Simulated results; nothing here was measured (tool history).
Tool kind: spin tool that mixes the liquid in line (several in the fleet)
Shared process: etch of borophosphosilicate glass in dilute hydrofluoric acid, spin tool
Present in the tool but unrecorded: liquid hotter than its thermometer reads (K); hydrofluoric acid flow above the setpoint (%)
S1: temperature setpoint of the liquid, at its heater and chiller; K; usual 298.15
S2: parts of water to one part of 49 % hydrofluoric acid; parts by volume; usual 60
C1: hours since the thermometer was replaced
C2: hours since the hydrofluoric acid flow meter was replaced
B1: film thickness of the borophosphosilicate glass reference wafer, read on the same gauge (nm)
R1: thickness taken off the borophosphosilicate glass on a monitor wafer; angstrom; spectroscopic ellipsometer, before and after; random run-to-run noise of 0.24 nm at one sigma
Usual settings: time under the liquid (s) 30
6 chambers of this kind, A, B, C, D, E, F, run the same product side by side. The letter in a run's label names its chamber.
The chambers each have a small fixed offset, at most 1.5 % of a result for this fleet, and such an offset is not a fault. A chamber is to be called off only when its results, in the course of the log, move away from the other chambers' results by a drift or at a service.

run 1F day=0.533 | S1=298.15 S2=60 time_under_the_liquid_(s)=30 | C1=1156.3 C2=330.3 | B1=130.02 | R1=308.27
run 2A day=0.875 | S1=298.15 S2=60 time_under_the_liquid_(s)=30 | C1=149.1 C2=494.3 | B1=130.00 | R1=309.03
run 3D day=1.200 | S1=298.15 S2=60 time_under_the_liquid_(s)=30 | C1=666.5 C2=705.1 | B1=130.02 | R1=300.89
run 4C day=1.525 | S1=298.15 S2=60 time_under_the_liquid_(s)=30 | C1=548.0 C2=1430.6 | B1=130.01 | R1=304.60
run 5B day=1.996 | S1=298.15 S2=60 time_under_the_liquid_(s)=30 | C1=311.6 C2=1932.9 | B1=130.03 | R1=308.83
run 6E day=2.496 | S1=296.65 S2=60 time_under_the_liquid_(s)=20 | C1=100.7 C2=951.8 | B1=130.02 | R1=195.21
run 7F day=3.046 | S1=296.65 S2=60 time_under_the_liquid_(s)=20 | C1=1216.6 C2=390.6 | B1=129.99 | R1=189.88
run 8D day=3.596 | S1=296.65 S2=60 time_under_the_liquid_(s)=20 | C1=724.0 C2=762.6 | B1=129.98 | R1=188.39
run 9C day=4.104 | S1=296.65 S2=60 time_under_the_liquid_(s)=20 | C1=609.9 C2=1492.5 | B1=130.00 | R1=193.37
run 10B day=4.650 | S1=296.65 S2=60 time_under_the_liquid_(s)=20 | C1=375.3 C2=1996.6 | B1=130.01 | R1=190.76
run 11A day=4.967 | S1=296.65 S2=60 time_under_the_liquid_(s)=20 | C1=247.3 C2=592.5 | B1=129.99 | R1=194.19
run 12E day=5.517 | S1=300.15 S2=80 time_under_the_liquid_(s)=30 | C1=173.2 C2=1024.3 | B1=130.00 | R1=242.67
run 13E day=5.912 | S1=300.15 S2=80 time_under_the_liquid_(s)=30 | C1=182.7 C2=1033.8 | B1=129.99 | R1=242.75
run 14D day=6.300 | S1=300.15 S2=80 time_under_the_liquid_(s)=30 | C1=788.9 C2=827.5 | B1=130.00 | R1=239.37
run 15A day=6.850 | S1=300.15 S2=80 time_under_the_liquid_(s)=30 | C1=292.5 C2=637.7 | B1=130.00 | R1=244.28
-- day=7.071 chamber D: hydrofluoric acid flow meter replaced
run 16C day=7.242 | S1=300.15 S2=80 time_under_the_liquid_(s)=30 | C1=685.2 C2=1567.8 | B1=130.00 | R1=243.92
run 17B day=7.792 | S1=300.15 S2=80 time_under_the_liquid_(s)=30 | C1=450.7 C2=2072.0 | B1=130.00 | R1=238.43
run 18F day=8.138 | S1=298.15 S2=60 time_under_the_liquid_(s)=30 | C1=1338.8 C2=512.8 | B1=130.00 | R1=306.29
run 19E day=8.662 | S1=298.15 S2=60 time_under_the_liquid_(s)=30 | C1=248.7 C2=1099.8 | B1=130.01 | R1=310.93
-- day=8.742 chamber E: hydrofluoric acid flow meter replaced
run 20F day=9.050 | S1=298.15 S2=60 time_under_the_liquid_(s)=30 | C1=1360.7 C2=534.7 | B1=130.00 | R1=305.18
run 21C day=9.625 | S1=298.15 S2=60 time_under_the_liquid_(s)=30 | C1=742.4 C2=1625.0 | B1=129.99 | R1=309.62
run 22D day=10.208 | S1=298.15 S2=60 time_under_the_liquid_(s)=30 | C1=882.7 C2=75.4 | B1=129.99 | R1=300.93
run 23A day=10.642 | S1=298.15 S2=60 time_under_the_liquid_(s)=30 | C1=383.5 C2=728.7 | B1=129.99 | R1=305.32
run 24B day=11.183 | S1=294.15 S2=85 time_under_the_liquid_(s)=30 | C1=532.1 C2=2153.4 | B1=130.01 | R1=174.66
run 25C day=11.583 | S1=294.15 S2=85 time_under_the_liquid_(s)=30 | C1=789.4 C2=1672.0 | B1=129.99 | R1=179.23
run 26A day=12.171 | S1=294.15 S2=85 time_under_the_liquid_(s)=30 | C1=420.2 C2=765.4 | B1=129.99 | R1=178.78
run 27E day=12.771 | S1=294.15 S2=85 time_under_the_liquid_(s)=30 | C1=347.3 C2=96.8 | B1=130.02 | R1=177.16
run 28F day=13.171 | S1=294.15 S2=85 time_under_the_liquid_(s)=30 | C1=1459.6 C2=633.6 | B1=129.98 | R1=176.71
-- day=13.238 chamber F: thermometer replaced
run 29B day=13.750 | S1=294.15 S2=85 time_under_the_liquid_(s)=30 | C1=593.7 C2=2215.0 | B1=130.00 | R1=176.49
run 30D day=14.117 | S1=298.15 S2=60 time_under_the_liquid_(s)=30 | C1=976.5 C2=169.2 | B1=130.00 | R1=304.25
run 31A day=14.446 | S1=298.15 S2=60 time_under_the_liquid_(s)=30 | C1=474.8 C2=820.0 | B1=129.99 | R1=302.02
run 32F day=15.012 | S1=298.15 S2=60 time_under_the_liquid_(s)=30 | C1=42.6 C2=677.8 | B1=130.01 | R1=305.21
run 33E day=15.288 | S1=298.15 S2=60 time_under_the_liquid_(s)=15 | C1=407.7 C2=157.2 | B1=130.02 | R1=155.60
run 34C day=15.633 | S1=298.15 S2=60 time_under_the_liquid_(s)=15 | C1=886.6 C2=1769.2 | B1=129.98 | R1=153.93
run 35D day=16.238 | S1=298.15 S2=60 time_under_the_liquid_(s)=15 | C1=1027.4 C2=220.1 | B1=130.00 | R1=151.01
run 36B day=16.750 | S1=298.15 S2=60 time_under_the_liquid_(s)=15 | C1=665.7 C2=2287.0 | B1=129.98 | R1=150.64
run 37F day=17.238 | S1=298.15 S2=60 time_under_the_liquid_(s)=15 | C1=96.0 C2=731.2 | B1=129.99 | R1=154.32
run 38C day=17.742 | S1=298.15 S2=60 time_under_the_liquid_(s)=15 | C1=937.2 C2=1819.8 | B1=130.02 | R1=152.97
run 39B day=18.121 | S1=298.15 S2=60 time_under_the_liquid_(s)=30 | C1=698.6 C2=2319.9 | B1=129.99 | R1=305.73
run 40A day=18.412 | S1=298.15 S2=60 time_under_the_liquid_(s)=30 | C1=570.0 C2=915.2 | B1=130.01 | R1=309.74
run 41E day=18.825 | S1=298.15 S2=60 time_under_the_liquid_(s)=30 | C1=492.6 C2=242.1 | B1=130.01 | R1=309.30
run 42D day=19.179 | S1=298.15 S2=60 time_under_the_liquid_(s)=30 | C1=1098.0 C2=290.7 | B1=129.98 | R1=304.83
run 43D day=19.512 | S1=298.15 S2=60 time_under_the_liquid_(s)=30 | C1=1106.0 C2=298.7 | B1=129.99 | R1=301.91

The same settings go to every chamber for the next run, one line per chamber below. Forecast the results for each:
run 44A day=19.950 | S1=298.15 S2=60 time_under_the_liquid_(s)=30 | R1=?
run 44B day=19.950 | S1=298.15 S2=60 time_under_the_liquid_(s)=30 | R1=?
run 44C day=19.950 | S1=298.15 S2=60 time_under_the_liquid_(s)=30 | R1=?
run 44D day=19.950 | S1=298.15 S2=60 time_under_the_liquid_(s)=30 | R1=?
run 44E day=19.950 | S1=298.15 S2=60 time_under_the_liquid_(s)=30 | R1=?
run 44F day=19.950 | S1=298.15 S2=60 time_under_the_liquid_(s)=30 | R1=?

run=44A R1=306.98
run=44B R1=304.37
run=44C R1=309.62
run=44D R1=305.49
run=44E R1=307.94
run=44F R1=304.54
